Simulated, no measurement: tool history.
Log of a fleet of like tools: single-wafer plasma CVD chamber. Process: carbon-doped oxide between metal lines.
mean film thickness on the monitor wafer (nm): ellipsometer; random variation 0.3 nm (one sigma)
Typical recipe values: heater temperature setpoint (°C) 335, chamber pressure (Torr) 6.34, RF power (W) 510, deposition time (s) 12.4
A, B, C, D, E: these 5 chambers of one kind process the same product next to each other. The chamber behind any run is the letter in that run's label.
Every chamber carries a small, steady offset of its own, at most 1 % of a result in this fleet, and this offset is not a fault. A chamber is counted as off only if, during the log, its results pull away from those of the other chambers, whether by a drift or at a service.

run	hour	heater temperature setpoint (°C)	chamber pressure (Torr)	RF power (W)	deposition time (s)	hours since the last thermocouple change	hours since the last RF generator calibration	hours since the last manometer calibration	read-back reference wafer on the same gauge, thickness_nm	mean film thickness on the monitor wafer (nm)
1E	3.4	335	6.34	510	12.4	977.6	388.5	1037.4	63.302	70.906
2C	7	335	6.34	510	12.4	695.5	427.8	2480.5	63.379	69.276
3A	11	335	6.34	510	12.4	105.9	225.1	1100.5	63.293	69.631
4B	13	335	6.34	510	12.4	476.9	952	973	63.289	70.724
5D	16.3	335	6.34	510	12.4	2054.8	899	575.2	63.259	69.79
6E	20.6	335	6.34	510	12.4	994.8	405.7	1054.6	63.304	70.845
7B	23.7	335	6.34	510	12.4	487.6	962.7	983.7	63.318	70.252
8A	26.9	335	6.34	510	12.4	121.8	241	1116.4	63.322	70.482
9C	29.9	335	6.34	510	12.4	718.4	450.7	2503.4	63.338	70.09
10D	33.7	335	6.34	510	12.4	2072.2	916.4	592.6	63.358	70.338
11E	37.2	335	6.34	510	12.4	1011.4	422.3	1071.2	63.308	70.843
12D	41.8	335	6.34	510	12.4	2080.3	924.5	600.7	63.265	70.458
13B	44.5	335	6.34	510	12.4	508.4	983.5	1004.5	63.356	70.003
# hour 45: chamber E: capacitance manometer re-zeroed and calibrated
14A	49	335	6.34	510	12.4	143.9	263.1	1138.5	63.286	69.535
15C	51.4	335	6.34	445	11.1	739.9	472.2	2524.9	63.304	56.896
16E	54.5	335	6.34	445	11.1	1028.7	439.6	9.5	63.322	57.922
17D	57.8	335	6.34	445	11.1	2096.3	940.5	616.7	63.322	58.258
18B	60.4	335	6.34	445	11.1	524.3	999.4	1020.4	63.318	57.068
19A	62.6	335	6.34	445	11.1	157.5	276.7	1152.1	63.336	57.111
20C	66.4	335	6.34	510	12.4	754.9	487.2	2539.9	63.321	69.038
21B	70.4	335	6.34	510	12.4	534.3	1009.4	1030.4	63.286	69.783
22A	72.6	335	6.34	510	12.4	167.5	286.7	1162.1	63.333	69.954
23D	76.2	335	7.59	510	12.4	2114.7	958.9	635.1	63.228	71.544
24E	80.6	335	7.59	510	12.4	1054.8	465.7	35.6	63.261	71.529
25C	82.8	335	7.59	510	12.4	771.3	503.6	2556.3	63.274	70.516
26C	85.9	335	7.59	510	12.4	774.4	506.7	2559.4	63.281	70.273
27B	89.4	335	7.59	510	12.4	553.3	1028.4	1049.4	63.254	70.95
28D	93.8	335	6.34	510	12.4	2132.3	976.5	652.7	63.346	70.062
29A	97.3	335	6.34	510	12.4	192.2	311.4	1186.8	63.321	69.886
30E	100.5	335	6.34	510	12.4	1074.7	485.6	55.5	63.266	70.599
31E	103.6	335	6.34	510	12.4	1077.8	488.7	58.6	63.374	70.738

Next, all 5 chambers run the settings below, one line each with question marks for the results. What does each chamber give?
32A	106.9	335	6.34	440	12.4					?
32B	106.9	335	6.34	440	12.4					?
32C	106.9	335	6.34	440	12.4					?
32D	106.9	335	6.34	440	12.4					?
32E	106.9	335	6.34	440	12.4					?

run	mean film thickness on the monitor wafer (nm)
32A	63.247
32B	63.395
32C	62.95
32D	63.841
32E	64.033
